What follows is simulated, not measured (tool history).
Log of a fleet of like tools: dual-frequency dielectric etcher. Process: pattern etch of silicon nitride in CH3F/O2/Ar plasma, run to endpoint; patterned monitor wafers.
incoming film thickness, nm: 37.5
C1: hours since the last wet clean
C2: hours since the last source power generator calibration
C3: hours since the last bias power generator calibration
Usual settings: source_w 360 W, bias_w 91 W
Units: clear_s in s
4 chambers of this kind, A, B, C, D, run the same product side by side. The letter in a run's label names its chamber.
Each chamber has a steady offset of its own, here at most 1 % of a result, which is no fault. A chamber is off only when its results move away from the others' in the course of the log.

run 1B hour=6 | source_w=360 bias_w=91 | C1=202.6 C2=2077.6 C3=504.4 | clear_s=52.595
run 2A hour=11.7 | source_w=360 bias_w=91 | C1=521.8 C2=58 C3=68.5 | clear_s=51.883
run 3D hour=16.6 | source_w=360 bias_w=91 | C1=486.3 C2=1890.1 C3=1349.1 | clear_s=52.107
run 4C hour=22 | source_w=360 bias_w=91 | C1=235.4 C2=709.4 C3=1019.7 | clear_s=52.024
run 5C hour=25 | source_w=320 bias_w=79 | C1=238.4 C2=712.4 C3=1022.7 | clear_s=56.923
run 6D hour=31.7 | source_w=320 bias_w=79 | C1=501.4 C2=1905.2 C3=1364.2 | clear_s=56.542
run 7B hour=34.6 | source_w=320 bias_w=79 | C1=231.2 C2=2106.2 C3=533 | clear_s=57.602
run 8A hour=38.5 | source_w=320 bias_w=79 | C1=548.6 C2=84.8 C3=95.3 | clear_s=57.442
run 9B hour=43.5 | source_w=360 bias_w=91 | C1=240.1 C2=2115.1 C3=541.9 | clear_s=52.521
run 10A hour=48.1 | source_w=360 bias_w=91 | C1=558.2 C2=94.4 C3=104.9 | clear_s=51.426
run 11D hour=53.1 | source_w=360 bias_w=91 | C1=522.8 C2=1926.6 C3=1385.6 | clear_s=51.033
run 12C hour=57.2 | source_w=360 bias_w=91 | C1=270.6 C2=744.6 C3=1054.9 | clear_s=52.475
run 13D hour=63.5 | source_w=360 bias_w=91 | C1=533.2 C2=1937 C3=1396 | clear_s=51.775
run 14B hour=68 | source_w=360 bias_w=91 | C1=264.6 C2=2139.6 C3=566.4 | clear_s=52.442
-- hour=68.5 chamber A: wet clean of the chamber
run 15C hour=73.1 | source_w=360 bias_w=91 | C1=286.5 C2=760.5 C3=1070.8 | clear_s=51.402
run 16A hour=78.6 | source_w=360 bias_w=91 | C1=10.2 C2=124.9 C3=135.4 | clear_s=51.587
run 17D hour=81.7 | source_w=360 bias_w=91 | C1=551.4 C2=1955.2 C3=1414.2 | clear_s=51.42
run 18C hour=85.2 | source_w=360 bias_w=91 | C1=298.6 C2=772.6 C3=1082.9 | clear_s=51.908
run 19A hour=89.4 | source_w=360 bias_w=91 | C1=21 C2=135.7 C3=146.2 | clear_s=51.667
run 20B hour=94.9 | source_w=360 bias_w=91 | C1=291.5 C2=2166.5 C3=593.3 | clear_s=51.414
run 21D hour=98.2 | source_w=360 bias_w=91 | C1=567.9 C2=1971.7 C3=1430.7 | clear_s=51.663
run 22C hour=101.6 | source_w=360 bias_w=91 | C1=315 C2=789 C3=1099.3 | clear_s=51.727
run 23B hour=106.8 | source_w=360 bias_w=91 | C1=303.4 C2=2178.4 C3=605.2 | clear_s=51.227
run 24A hour=113 | source_w=360 bias_w=91 | C1=44.6 C2=159.3 C3=169.8 | clear_s=52.023
run 25B hour=116.5 | source_w=360 bias_w=91 | C1=313.1 C2=2188.1 C3=614.9 | clear_s=51.32
run 26A hour=119.8 | source_w=360 bias_w=91 | C1=51.4 C2=166.1 C3=176.6 | clear_s=52.04
run 27D hour=124.9 | source_w=360 bias_w=91 | C1=594.6 C2=1998.4 C3=1457.4 | clear_s=51.352
run 28C hour=130.5 | source_w=360 bias_w=91 | C1=343.9 C2=817.9 C3=1128.2 | clear_s=52.605
run 29A hour=135.6 | source_w=360 bias_w=91 | C1=67.2 C2=181.9 C3=192.4 | clear_s=51.755
run 30D hour=142.2 | source_w=360 bias_w=91 | C1=611.9 C2=2015.7 C3=1474.7 | clear_s=51.107
run 31C hour=146.7 | source_w=360 bias_w=91 | C1=360.1 C2=834.1 C3=1144.4 | clear_s=51.742
run 32B hour=150.7 | source_w=360 bias_w=91 | C1=347.3 C2=2222.3 C3=649.1 | clear_s=50.784
run 33C hour=157 | source_w=360 bias_w=91 | C1=370.4 C2=844.4 C3=1154.7 | clear_s=51.896
run 34B hour=161.6 | source_w=360 bias_w=91 | C1=358.2 C2=2233.2 C3=660 | clear_s=50.749
run 35A hour=166.3 | source_w=310 bias_w=104 | C1=97.9 C2=212.6 C3=223.1 | clear_s=52.28
run 36D hour=172.6 | source_w=310 bias_w=104 | C1=642.3 C2=2046.1 C3=1505.1 | clear_s=51.924
run 37A hour=179.3 | source_w=310 bias_w=104 | C1=110.9 C2=225.6 C3=236.1 | clear_s=52.047
run 38D hour=183.7 | source_w=310 bias_w=104 | C1=653.4 C2=2057.2 C3=1516.2 | clear_s=52.06
run 39B hour=187.1 | source_w=360 bias_w=91 | C1=383.7 C2=2258.7 C3=685.5 | clear_s=50.412
run 40C hour=192.9 | source_w=360 bias_w=91 | C1=406.3 C2=880.3 C3=1190.6 | clear_s=51.141
run 41A hour=197.6 | source_w=360 bias_w=91 | C1=129.2 C2=243.9 C3=254.4 | clear_s=51.671
run 42B hour=202.1 | source_w=360 bias_w=91 | C1=398.7 C2=2273.7 C3=700.5 | clear_s=49.744
run 43C hour=208.8 | source_w=360 bias_w=91 | C1=422.2 C2=896.2 C3=1206.5 | clear_s=51.968
run 44D hour=213.6 | source_w=360 bias_w=91 | C1=683.3 C2=2087.1 C3=1546.1 | clear_s=51.33

Next, every chamber runs the same settings. What will each give?
run 45A hour=218.4 | source_w=360 bias_w=91 | clear_s=?
run 45B hour=218.4 | source_w=360 bias_w=91 | clear_s=?
run 45C hour=218.4 | source_w=360 bias_w=91 | clear_s=?
run 45D hour=218.4 | source_w=360 bias_w=91 | clear_s=?

run=45A clear_s=51.439
run=45B clear_s=49.689
run=45C clear_s=51.902
run=45D clear_s=51.262
